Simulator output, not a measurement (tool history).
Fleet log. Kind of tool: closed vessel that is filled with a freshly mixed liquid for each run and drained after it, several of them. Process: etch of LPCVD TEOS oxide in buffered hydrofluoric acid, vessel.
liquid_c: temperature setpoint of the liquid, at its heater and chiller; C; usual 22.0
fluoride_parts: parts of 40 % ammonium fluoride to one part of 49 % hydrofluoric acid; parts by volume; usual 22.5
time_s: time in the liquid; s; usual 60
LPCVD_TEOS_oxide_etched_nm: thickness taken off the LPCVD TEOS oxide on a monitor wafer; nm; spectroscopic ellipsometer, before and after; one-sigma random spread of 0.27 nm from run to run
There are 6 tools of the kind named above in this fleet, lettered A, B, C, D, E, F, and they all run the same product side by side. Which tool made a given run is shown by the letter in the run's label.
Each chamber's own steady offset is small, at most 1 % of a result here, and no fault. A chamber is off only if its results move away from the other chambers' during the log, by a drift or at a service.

| run | day | liquid_c | fluoride_parts | time_s | read-back film thickness of the LPCVD TEOS oxide reference wafer, read on the same gauge (nm) | LPCVD_TEOS_oxide_etched_nm |
|---|---|---|---|---|---|---|
| 1A | 0.346 | 22.0 | 22.5 | 60 | 49.999 | 40.446 |
| 2B | 0.942 | 22.0 | 22.5 | 60 | 49.971 | 40.131 |
| 3F | 1.396 | 22.0 | 22.5 | 60 | 50.027 | 41.045 |
| 4D | 1.904 | 22.0 | 22.5 | 60 | 50.010 | 40.228 |
| 5C | 2.229 | 22.0 | 22.5 | 60 | 50.002 | 40.956 |
| 6E | 2.800 | 22.0 | 22.5 | 60 | 49.968 | 40.603 |
| 7F | 3.346 | 22.0 | 22.5 | 60 | 49.997 | 40.560 |
| 8D | 3.721 | 22.0 | 22.5 | 60 | 50.020 | 40.888 |
| 9C | 4.279 | 22.0 | 22.5 | 60 | 50.002 | 40.839 |
| 10B | 4.642 | 22.0 | 22.5 | 60 | 49.990 | 40.335 |
| 11E | 5.296 | 22.0 | 22.5 | 60 | 50.012 | 40.440 |
| 12A | 5.933 | 22.0 | 22.5 | 60 | 50.032 | 40.209 |
| 13C | 6.258 | 22.0 | 22.5 | 60 | 49.965 | 41.094 |
|  | 6.708 | chamber A: hydrofluoric acid flow meter replaced |
| 14A | 6.942 | 22.0 | 22.5 | 45 | 50.013 | 30.399 |
| 15E | 7.525 | 22.0 | 22.5 | 45 | 50.006 | 30.153 |
|  | 7.783 | chamber E: thermometer replaced |
|  | 7.858 | chamber C: thermometer replaced |
| 16B | 7.904 | 22.0 | 22.5 | 45 | 50.023 | 30.272 |
| 17F | 8.483 | 22.0 | 22.5 | 45 | 49.973 | 30.902 |
| 18D | 9.083 | 22.0 | 22.5 | 45 | 50.018 | 30.604 |
| 19D | 9.450 | 22.0 | 22.5 | 45 | 49.992 | 30.013 |
| 20B | 9.767 | 22.0 | 22.5 | 60 | 50.024 | 40.597 |
| 21F | 10.446 | 22.0 | 22.5 | 60 | 49.992 | 40.503 |
| 22E | 10.758 | 22.0 | 22.5 | 60 | 49.949 | 40.131 |
| 23A | 11.346 | 22.0 | 22.5 | 60 | 50.023 | 40.586 |
| 24C | 11.904 | 22.0 | 22.5 | 60 | 50.031 | 40.670 |
| 25E | 12.425 | 22.0 | 22.5 | 60 | 50.018 | 40.492 |
| 26B | 12.729 | 17.5 | 28.0 | 60 | 49.982 | 26.946 |
| 27A | 13.329 | 17.5 | 28.0 | 60 | 50.018 | 27.177 |
| 28D | 13.733 | 17.5 | 28.0 | 60 | 49.983 | 27.064 |
| 29C | 14.300 | 17.5 | 28.0 | 60 | 50.015 | 26.935 |
| 30F | 14.900 | 17.5 | 28.0 | 60 | 49.976 | 27.086 |
| 31D | 15.200 | 17.5 | 28.0 | 60 | 50.049 | 26.953 |
| 32E | 15.712 | 22.0 | 22.5 | 85 | 50.002 | 58.170 |
| 33B | 16.275 | 22.0 | 22.5 | 85 | 49.969 | 56.957 |
| 34F | 16.746 | 22.0 | 22.5 | 85 | 50.001 | 57.533 |
| 35A | 17.412 | 22.0 | 22.5 | 85 | 50.002 | 56.532 |
| 36C | 17.775 | 22.0 | 22.5 | 85 | 50.011 | 57.977 |
| 37C | 18.454 | 22.0 | 22.5 | 85 | 49.955 | 57.064 |
| 38B | 18.771 | 22.0 | 22.5 | 60 | 49.983 | 40.199 |
| 39F | 19.400 | 22.0 | 22.5 | 60 | 50.007 | 41.307 |
| 40D | 19.983 | 22.0 | 22.5 | 60 | 49.990 | 40.189 |
| 41E | 20.604 | 22.0 | 14.0 | 70 | 49.989 | 71.830 |
| 42A | 20.954 | 22.0 | 14.0 | 70 | 49.959 | 71.876 |
| 43F | 21.354 | 22.0 | 14.0 | 70 | 49.977 | 73.444 |
| 44B | 21.788 | 22.0 | 14.0 | 70 | 49.988 | 71.583 |

Is one chamber out of step, is the gauge drifting, or do the chambers differ by no more than their own small offsets? For an off chamber, give its letter and the likeliest cause.

Nothing is wrong: each chamber keeps only its own small, steady offset and the gauge holds still.
